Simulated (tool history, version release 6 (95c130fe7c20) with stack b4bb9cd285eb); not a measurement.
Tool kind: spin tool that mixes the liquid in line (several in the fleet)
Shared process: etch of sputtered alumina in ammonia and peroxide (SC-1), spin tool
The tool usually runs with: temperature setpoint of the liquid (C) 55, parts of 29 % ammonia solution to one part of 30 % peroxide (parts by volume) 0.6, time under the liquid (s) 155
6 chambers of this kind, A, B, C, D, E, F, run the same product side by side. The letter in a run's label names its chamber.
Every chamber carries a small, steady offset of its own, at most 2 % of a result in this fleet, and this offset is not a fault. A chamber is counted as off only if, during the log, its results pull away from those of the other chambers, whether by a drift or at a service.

run	day	temperature setpoint of the liquid (C)	parts of 29 % ammonia solution to one part of 30 % peroxide (parts by volume)	time under the liquid (s)	hours since the thermometer was replaced	hours since the ammonia flow meter was replaced	hours since the heated supply line was repaired	hours since the drum of ammonia solution was connected	read-back film thickness of the sputtered alumina reference wafer, read on the same gauge (nm)	thickness taken off the sputtered alumina on a monitor wafer (angstrom)
1F	0.329	55	0.6	155	1793.8	1611.9	1229.1	231.8	149.98	127.61
2C	0.658	55	0.6	155	1348.5	1726.5	2000.6	701.5	149.99	128.2
3E	1.033	55	0.6	155	212.8	280.7	886.9	432	150	130.43
4D	1.329	55	0.6	155	566.2	1616.4	1252.7	507.3	149.99	130.76
5B	1.683	55	0.6	155	1391.3	937	348.8	363.4	150	129.31
6A	2.054	55	0.6	155	647.5	987.4	2530.9	173.5	149.99	131.83
7F	2.275	55	0.6	155	1840.5	1658.6	1275.8	278.5	150.01	127.07
8B	2.571	55	0.6	155	1412.6	958.3	370.1	384.7	149.99	130.17
9A	2.788	55	0.6	155	665.1	1005	2548.5	191.1	150.01	130.87
10E	3.012	55	0.6	155	260.3	328.2	934.4	479.5	150	129.06
11C	3.212	55	0.6	155	1409.8	1787.8	2061.9	762.8	150.02	127.19
12D	3.542	55	0.6	155	619.3	1669.5	1305.8	560.4	150.01	126.64
13D	3.904	55	0.6	155	628	1678.2	1314.5	569.1	150	128.04
14C	4.212	55	0.6	155	1433.8	1811.8	2085.9	786.8	149.99	127.52
15F	4.575	55	0.6	155	1895.7	1713.8	1331	333.7	149.99	126.45
16E	4.829	55	0.6	155	303.9	371.8	978	523.1	149.98	129.2
17B	5.083	55	0.6	155	1472.9	1018.6	430.4	445	149.99	130.37
18A	5.317	55	0.6	155	725.8	1065.7	2609.2	251.8	150	130.75
19C	5.517	55	0.6	155	1465.1	1843.1	2117.2	818.1	150	127.77
20E	5.862	55	0.6	155	328.7	396.6	1002.8	547.9	150	130.94
21A	6.242	55	0.45	205	748	1087.9	2631.4	274	150.01	169.24
22F	6.504	55	0.45	205	1942	1760.1	1377.3	380	149.99	162.64
23D	6.812	55	0.45	205	697.8	1748	1384.3	638.9	149.99	161.12
24B	6.996	55	0.45	205	1518.8	1064.5	476.3	490.9	149.99	165.03
25B	7.262	55	0.45	205	1525.2	1070.9	482.7	497.3	149.99	165.69
26E	7.554	55	0.45	205	369.3	437.2	1043.4	588.5	149.99	168.46
# day 7.571: chamber D: ammonia flow meter replaced
27D	7.883	55	0.6	155	723.5	7.6	1410	664.6	150	122.02
28C	8.146	55	0.6	155	1528.2	1906.2	2180.3	881.2	149.98	127.72
29F	8.454	55	0.6	155	1988.8	1806.9	1424.1	426.8	150.01	127.37
30A	8.638	55	0.6	155	805.5	1145.4	2688.9	331.5	150	129.55
31F	8.821	55	0.6	155	1997.6	1815.7	1432.9	435.6	149.99	128.08
32E	9.075	55	0.6	155	405.8	473.7	1079.9	625	150.02	128.85
# day 9.104: chamber C: heated supply line repaired
33B	9.433	55	0.6	155	1577.3	1123	534.8	549.4	150	129.29
34D	9.654	55	0.6	155	766	50.1	1452.5	707.1	150	118.75
35A	9.992	55	0.6	155	838	1177.9	2721.4	364	149.99	130.12
36C	10.35	55	0.6	155	1581.1	1959.1	29.9	934.1	149.99	128.7

Which is it: a chamber that has drifted or been left off by a service, a gauge drift common to all chambers, or only each chamber's usual small offset? If a chamber is off, name it and its likeliest cause.

One chamber, D, drifts off from the rest bit by bit.
Most likely cause: liquid colder than its thermometer reads (K) = 1.76.
From this log alone, it may not be told apart from: temperature lost on the way to the wafer (K).

Chamber D could run next with any of the 4 candidate recipes listed below; each alters the usual settings, and their results appear as question marks. Which one brings its results back in line with what the other chambers deliver on the usual settings?
In line here means within this much of the mean the other chambers give on the usual settings: thickness taken off the sputtered alumina on a monitor wafer (angstrom) 2.9
37D-1	10.625	55	0.95	155						?
37D-2	10.625	55.5	0.6	165						?
37D-3	10.625	55	0.35	155						?
37D-4	10.625	54.5	0.6	145						?

On the usual settings, the other chambers give on average: thickness taken off the sputtered alumina on a monitor wafer (angstrom) 129.23
run	thickness taken off the sputtered alumina on a monitor wafer (angstrom)
37D-1	123.79
37D-2	129.53
37D-3	112.44
37D-4	107.93
37D-2 brings the chamber back in line.

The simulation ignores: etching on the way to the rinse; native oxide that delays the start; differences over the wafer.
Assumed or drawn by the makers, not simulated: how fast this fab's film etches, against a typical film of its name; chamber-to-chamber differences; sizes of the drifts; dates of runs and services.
